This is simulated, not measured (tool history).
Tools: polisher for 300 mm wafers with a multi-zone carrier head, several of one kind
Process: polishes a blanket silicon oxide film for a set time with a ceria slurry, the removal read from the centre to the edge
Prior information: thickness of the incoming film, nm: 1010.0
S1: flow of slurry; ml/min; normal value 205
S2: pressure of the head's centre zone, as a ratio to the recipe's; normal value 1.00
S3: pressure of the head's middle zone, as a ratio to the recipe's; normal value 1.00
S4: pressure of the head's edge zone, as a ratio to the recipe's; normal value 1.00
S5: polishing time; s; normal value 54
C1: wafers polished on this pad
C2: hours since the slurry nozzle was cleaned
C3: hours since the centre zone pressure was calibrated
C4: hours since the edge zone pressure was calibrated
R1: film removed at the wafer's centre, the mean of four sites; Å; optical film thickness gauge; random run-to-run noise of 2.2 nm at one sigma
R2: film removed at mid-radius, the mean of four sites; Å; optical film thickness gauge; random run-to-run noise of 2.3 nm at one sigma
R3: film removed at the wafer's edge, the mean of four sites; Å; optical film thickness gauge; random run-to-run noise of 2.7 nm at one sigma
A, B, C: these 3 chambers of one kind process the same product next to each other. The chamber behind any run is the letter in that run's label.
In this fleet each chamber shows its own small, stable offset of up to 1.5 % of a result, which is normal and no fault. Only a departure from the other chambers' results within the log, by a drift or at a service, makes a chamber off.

At hour 5.9: chamber C: worn pad replaced by a new one.
Run 1B, hour 10.2: usual settings; C1 1053; C2 715.3; C3 242.3; C4 718.3. Result: R1 1963.9 Å, R2 1990.1 Å, R3 2095.7 Å.
At hour 12.4: chamber C: edge zone pressure recalibrated.
Run 2C, hour 17.5: usual settings; C1 118; C2 223.8; C3 145.3; C4 5.1. Result: R1 1957.8 Å, R2 2014.9 Å, R3 1993.0 Å.
At hour 18.9: chamber B: worn pad replaced by a new one.
Run 3A, hour 28.9: usual settings; C1 780; C2 309.2; C3 338.3; C4 355.0. Result: R1 2007.4 Å, R2 2008.1 Å, R3 2001.8 Å.
Run 4A, hour 40.6: usual settings; C1 899; C2 320.9; C3 350.0; C4 366.7. Result: R1 2043.3 Å, R2 2034.9 Å, R3 2026.0 Å.
Run 5C, hour 52.2: usual settings but S1 245 ml/min, S4 0.89; C1 473; C2 258.5; C3 180.0; C4 39.8. Result: R1 2072.4 Å, R2 2024.8 Å, R3 1909.9 Å.
Run 6B, hour 61.5: usual settings but S1 245 ml/min, S4 0.89; C1 436; C2 766.6; C3 293.6; C4 769.6. Result: R1 2060.3 Å, R2 2091.6 Å, R3 1941.7 Å.
Run 7B, hour 71.0: usual settings but S1 245 ml/min, S4 0.89; C1 533; C2 776.1; C3 303.1; C4 779.1. Result: R1 2040.4 Å, R2 2070.9 Å, R3 1930.9 Å.
At hour 72.0: chamber B: edge zone pressure recalibrated.
At hour 78.7: chamber A: slurry nozzle cleaned.
Run 8C, hour 83.3: usual settings; C1 791; C2 289.6; C3 211.1; C4 70.9. Result: R1 1998.2 Å, R2 2035.2 Å, R3 2000.0 Å.
Run 9A, hour 95.2: usual settings; C1 1458; C2 16.6; C3 404.6; C4 421.3. Result: R1 1967.0 Å, R2 1997.5 Å, R3 1966.5 Å.
Run 10B, hour 105.9: usual settings; C1 890; C2 811.0; C3 338.0; C4 33.9. Result: R1 1990.2 Å, R2 2021.7 Å, R3 2042.7 Å.
At hour 112.8: chamber B: slurry nozzle cleaned.
Run 11C, hour 120.0: usual settings but S2 0.91, S3 1.12; C1 1166; C2 326.3; C3 247.8; C4 107.6. Result: R1 1829.7 Å, R2 2252.6 Å, R3 2013.9 Å.
Run 12A, hour 127.3: usual settings but S2 0.91, S3 1.12; C1 1786; C2 48.7; C3 436.7; C4 453.4. Result: R1 1804.0 Å, R2 2192.4 Å, R3 1983.4 Å.
At hour 128.6: chamber B: worn pad replaced by a new one.
Run 13C, hour 135.9: usual settings but S2 0.91, S3 1.12; C1 1328; C2 342.2; C3 263.7; C4 123.5. Result: R1 1835.5 Å, R2 2253.9 Å, R3 1965.1 Å.
At hour 142.6: chamber C: worn pad replaced by a new one.
Run 14A, hour 143.7: usual settings; C1 1953; C2 65.1; C3 453.1; C4 469.8. Result: R1 1936.7 Å, R2 1961.2 Å, R3 1967.3 Å.
Run 15B, hour 152.5: usual settings; C1 244; C2 39.8; C3 384.6; C4 80.5. Result: R1 1956.2 Å, R2 2029.4 Å, R3 2040.4 Å.
Run 16C, hour 159.3: usual settings; C1 170; C2 365.6; C3 287.1; C4 146.9. Result: R1 2019.3 Å, R2 1994.8 Å, R3 1996.1 Å.
Run 17A, hour 168.5: usual settings; C1 2207; C2 89.9; C3 477.9; C4 494.6. Result: R1 1939.3 Å, R2 1973.6 Å, R3 1998.7 Å.
Run 18B, hour 182.4: usual settings; C1 550; C2 69.7; C3 414.5; C4 110.4. Result: R1 1997.3 Å, R2 2013.5 Å, R3 2040.7 Å.
Run 19B, hour 193.7: usual settings; C1 665; C2 81.0; C3 425.8; C4 121.7. Result: R1 1977.6 Å, R2 2017.1 Å, R3 2061.2 Å.
Run 20A, hour 204.6: usual settings; C1 2576; C2 126.0; C3 514.0; C4 530.7. Result: R1 1947.2 Å, R2 1940.4 Å, R3 1922.8 Å.
Run 21C, hour 214.4: usual settings; C1 734; C2 420.7; C3 342.2; C4 202.0. Result: R1 2007.9 Å, R2 2029.4 Å, R3 1990.1 Å.
Run 22B, hour 221.7: usual settings but S1 140 ml/min; C1 952; C2 109.0; C3 453.8; C4 149.7. Result: R1 1838.5 Å, R2 1895.4 Å, R3 1918.6 Å.
Run 23A, hour 228.7: usual settings but S1 140 ml/min; C1 2822; C2 150.1; C3 538.1; C4 554.8. Result: R1 1800.0 Å, R2 1786.3 Å, R3 1846.9 Å.
Run 24C, hour 237.1: usual settings but S1 140 ml/min; C1 966; C2 443.4; C3 364.9; C4 224.7. Result: R1 1838.6 Å, R2 1897.3 Å, R3 1878.4 Å.
At hour 238.8: chamber B: worn pad replaced by a new one.
Run 25A, hour 249.2: usual settings but S1 145 ml/min, S5 38 s; C1 3032; C2 170.6; C3 558.6; C4 575.3. Result: R1 1242.2 Å, R2 1288.0 Å, R3 1269.5 Å.
Run 26B, hour 258.1: usual settings but S1 145 ml/min, S5 38 s; C1 197; C2 145.4; C3 490.2; C4 186.1. Result: R1 1325.1 Å, R2 1320.6 Å, R3 1398.7 Å.
Run 27C, hour 268.6: usual settings but S1 145 ml/min, S5 38 s; C1 1288; C2 474.9; C3 396.4; C4 256.2. Result: R1 1339.6 Å, R2 1335.7 Å, R3 1388.9 Å.
At hour 271.0: chamber C: worn pad replaced by a new one.
Run 28C, hour 277.8: usual settings; C1 69; C2 484.1; C3 405.6; C4 265.4. Result: R1 2030.0 Å, R2 1998.8 Å, R3 1999.9 Å.
Run 29B, hour 289.7: usual settings; C1 520; C2 177.0; C3 521.8; C4 217.7. Result: R1 1980.9 Å, R2 2046.9 Å, R3 2046.9 Å.
Run 30A, hour 297.1: usual settings; C1 3521; C2 218.5; C3 606.5; C4 623.2. Result: R1 1892.2 Å, R2 1898.1 Å, R3 1832.6 Å.
Run 31B, hour 307.1: usual settings but S4 1.06; C1 698; C2 194.4; C3 539.2; C4 235.1. Result: R1 1988.9 Å, R2 2016.0 Å, R3 2088.2 Å.
Run 32C, hour 317.5: usual settings but S4 1.06; C1 475; C2 523.8; C3 445.3; C4 305.1. Result: R1 1996.4 Å, R2 2012.9 Å, R3 2060.3 Å.
Run 33A, hour 325.0: usual settings but S4 1.06; C1 3807; C2 246.4; C3 634.4; C4 651.1. Result: R1 1843.3 Å, R2 1860.4 Å, R3 1920.7 Å.
Run 34C, hour 337.8: usual settings; C1 683; C2 544.1; C3 465.6; C4 325.4. Result: R1 2043.3 Å, R2 2023.5 Å, R3 1967.1 Å.
Run 35A, hour 345.0: usual settings but S1 170 ml/min, S5 61 s; C1 4011; C2 266.4; C3 654.4; C4 671.1. Result: R1 2046.1 Å, R2 2049.4 Å, R3 2054.3 Å.
At hour 350.7: chamber B: worn pad replaced by a new one.
Run 36B, hour 355.6: usual settings but S1 170 ml/min, S5 61 s; C1 51; C2 242.9; C3 587.7; C4 283.6. Result: R1 2188.1 Å, R2 2228.1 Å, R3 2243.7 Å.
Run 37C, hour 364.7: usual settings but S1 170 ml/min, S5 61 s; C1 957; C2 571.0; C3 492.5; C4 352.3. Result: R1 2195.7 Å, R2 2207.5 Å, R3 2196.4 Å.
Run 38A, hour 373.6: usual settings; C1 4303; C2 295.0; C3 683.0; C4 699.7. Result: R1 1825.7 Å, R2 1876.5 Å, R3 1800.3 Å.
Run 39B, hour 382.9: usual settings; C1 330; C2 270.2; C3 615.0; C4 310.9. Result: R1 1965.8 Å, R2 2056.5 Å, R3 1997.2 Å.
Run 40B, hour 393.3: usual settings; C1 436; C2 280.6; C3 625.4; C4 321.3. Result: R1 2002.3 Å, R2 2030.5 Å, R3 2045.1 Å.
Run 41A, hour 402.5: usual settings; C1 4599; C2 323.9; C3 711.9; C4 728.6. Result: R1 1788.4 Å, R2 1816.7 Å, R3 1804.8 Å.

Does one chamber stand apart from the rest, does the shared gauge drift, or is all well apart from small per-chamber offsets? Give the chamber and the most likely cause, where there is one.

One chamber, A, drifts off from the rest bit by bit.
Likeliest cause: removal rate lost through wear of the pad, % = 10.9.

Which of the 4 candidates below, each the usual settings with something changed and its results left as question marks, puts chamber A back in line with what the other chambers give on the usual settings?
In line here means within this much of the mean the other chambers give on the usual settings: R1 77.0 Å; R2 81.0 Å; R3 96.0 Å
Run 42A-1, hour 413.0: usual settings but S1 210 ml/min, S2 0.98, S3 0.99, S4 1.03, S5 68 s. Result: R1 ?, R2 ?, R3 ?.
Run 42A-2, hour 413.0: usual settings but S1 200 ml/min, S2 1.01, S3 1.01, S4 0.98, S5 43 s. Result: R1 ?, R2 ?, R3 ?.
Run 42A-3, hour 413.0: usual settings but S2 0.99, S4 1.01, S5 60 s. Result: R1 ?, R2 ?, R3 ?.
Run 42A-4, hour 413.0: usual settings but S2 1.01, S4 0.99, S5 48 s. Result: R1 ?, R2 ?, R3 ?.

Usual-settings mean across the other chambers: R1 1996.5 Å; R2 2010.5 Å; R3 2021.8 Å
  run      R1      R2      R3
42A-1  2220.1  2259.7  2308.6
42A-2  1439.4  1445.6  1414.7
42A-3  1973.2  2005.8  2010.8
42A-4  1613.0  1604.5  1591.9
42A-3 puts the chamber back in line with the other chambers.

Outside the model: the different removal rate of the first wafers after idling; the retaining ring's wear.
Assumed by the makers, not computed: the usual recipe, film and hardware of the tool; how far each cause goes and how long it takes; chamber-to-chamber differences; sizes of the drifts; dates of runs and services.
